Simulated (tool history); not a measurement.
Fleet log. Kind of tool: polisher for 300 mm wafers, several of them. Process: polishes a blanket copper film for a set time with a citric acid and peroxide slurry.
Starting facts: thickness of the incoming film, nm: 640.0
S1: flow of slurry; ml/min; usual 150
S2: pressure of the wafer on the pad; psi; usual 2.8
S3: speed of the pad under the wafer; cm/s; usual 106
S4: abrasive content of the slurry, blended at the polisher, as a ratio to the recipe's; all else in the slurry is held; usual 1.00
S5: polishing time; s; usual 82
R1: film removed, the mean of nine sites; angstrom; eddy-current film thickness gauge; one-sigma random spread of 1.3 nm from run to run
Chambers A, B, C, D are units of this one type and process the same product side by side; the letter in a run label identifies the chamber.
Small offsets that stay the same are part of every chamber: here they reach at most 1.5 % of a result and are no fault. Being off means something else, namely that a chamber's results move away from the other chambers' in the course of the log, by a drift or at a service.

run	day	S1	S2	S3	S4	S5	R1
1A	0.304	150	2.8	106	1.00	82	1656.4
2D	0.629	150	2.8	106	1.00	82	1649.1
# day 0.638: chamber A: slurry blender recalibrated
# day 0.646: chamber D: worn pad replaced by a new one
3C	0.817	150	2.8	106	1.00	82	1665.5
4B	1.217	150	2.8	106	1.00	82	1644.9
5D	1.600	150	3.3	106	1.00	82	1907.1
6B	1.871	150	3.3	106	1.00	82	1928.9
# day 2.146: chamber A: worn pad replaced by a new one
7C	2.279	150	3.3	106	1.00	82	1949.6
8A	2.567	150	3.3	106	1.00	82	1935.2
9A	2.908	150	2.8	106	1.00	82	1684.7
10B	3.229	150	2.8	106	1.00	82	1600.5
11C	3.471	150	2.8	106	1.00	82	1661.6
12D	3.838	150	2.8	138	1.00	82	2142.7
# day 4.158: chamber D: worn pad replaced by a new one
13A	4.221	150	2.8	138	1.00	82	2114.0
# day 4.354: chamber C: worn pad replaced by a new one
14C	4.571	150	2.8	138	1.00	82	2143.3
# day 4.883: chamber C: slurry blender recalibrated
15B	4.946	150	2.8	138	1.00	82	2088.3
16D	5.350	150	2.8	106	1.25	82	1726.1
# day 5.362: chamber D: head pressure recalibrated
# day 5.546: chamber D: slurry blender recalibrated
17D	5.625	150	2.8	106	1.25	82	1744.9
18B	5.821	150	2.8	106	1.25	82	1655.4
19A	6.217	150	2.8	106	1.25	82	1731.8
# day 6.229: chamber B: worn pad replaced by a new one
20C	6.438	150	2.8	106	1.15	82	1705.4
21D	6.638	150	2.8	106	1.15	82	1679.9
22B	6.846	150	2.8	106	1.15	82	1609.4
# day 7.196: chamber D: slurry nozzle cleaned
23A	7.204	150	2.8	106	1.15	82	1707.5
# day 7.321: chamber D: worn pad replaced by a new one
24C	7.517	150	2.8	106	1.00	82	1659.8
# day 7.604: chamber B: head pressure recalibrated
25A	7.808	150	2.8	106	1.00	82	1663.7
# day 7.883: chamber C: head pressure recalibrated
26D	8.021	150	2.8	106	1.00	82	1656.2
27B	8.271	150	2.8	106	1.00	82	1558.3
28C	8.571	150	2.8	106	1.00	82	1658.5
29B	8.858	150	2.8	106	1.00	82	1563.4
30A	9.050	150	2.8	106	1.00	82	1631.3
# day 9.054: chamber A: worn pad replaced by a new one
31D	9.450	150	2.8	106	1.00	82	1633.5
# day 9.650: chamber C: slurry nozzle cleaned
32C	9.721	150	2.8	106	1.00	82	1658.2
33C	9.992	150	2.8	106	1.00	82	1641.2
# day 10.188: chamber C: worn pad replaced by a new one
34D	10.354	150	2.8	106	1.00	82	1636.4
# day 10.558: chamber A: slurry blender recalibrated
35A	10.696	150	2.8	106	1.00	82	1642.1
# day 10.846: chamber D: worn pad replaced by a new one
36B	11.042	150	2.8	106	1.00	82	1509.4
37B	11.417	150	2.8	106	1.00	82	1526.5
38C	11.650	150	2.8	106	1.00	82	1659.4
39A	11.888	150	2.8	106	1.00	82	1677.4
40D	12.242	150	2.8	106	1.00	82	1638.6
41C	12.588	150	2.8	106	1.00	102	2054.3

Decide between three cases: one chamber stands off from its peers, the gauge reading all wafers drifts, or nothing is wrong past each chamber's small offset. Where a chamber is off, say which and what most likely put it there.

Chamber B drifts away from the others.
Most likely cause: abrasive missing from the slurry, % = 35.6.
It could be hard to tell apart here from: slurry flow missing at the pad, %.

Which of the 4 candidates below, each the usual settings with something changed and its results left as question marks, puts chamber B back in line with what the other chambers give on the usual settings?
Allowed miss from the other chambers' usual-settings mean, per result, to count as in line: R1 44.0 angstrom
42B-1	12.883	140	2.8	106	0.90	82	?
42B-2	12.883	150	2.9	106	1.00	82	?
42B-3	12.883	150	2.8	116	1.00	82	?
42B-4	12.883	150	2.7	106	1.00	78	?

What the other chambers average on the usual settings: R1 1651.4 angstrom
run	R1
42B-1	1453.2
42B-2	1554.9
42B-3	1638.7
42B-4	1379.3
The right change is 42B-3: it brings the chamber back within the allowed miss of the others.
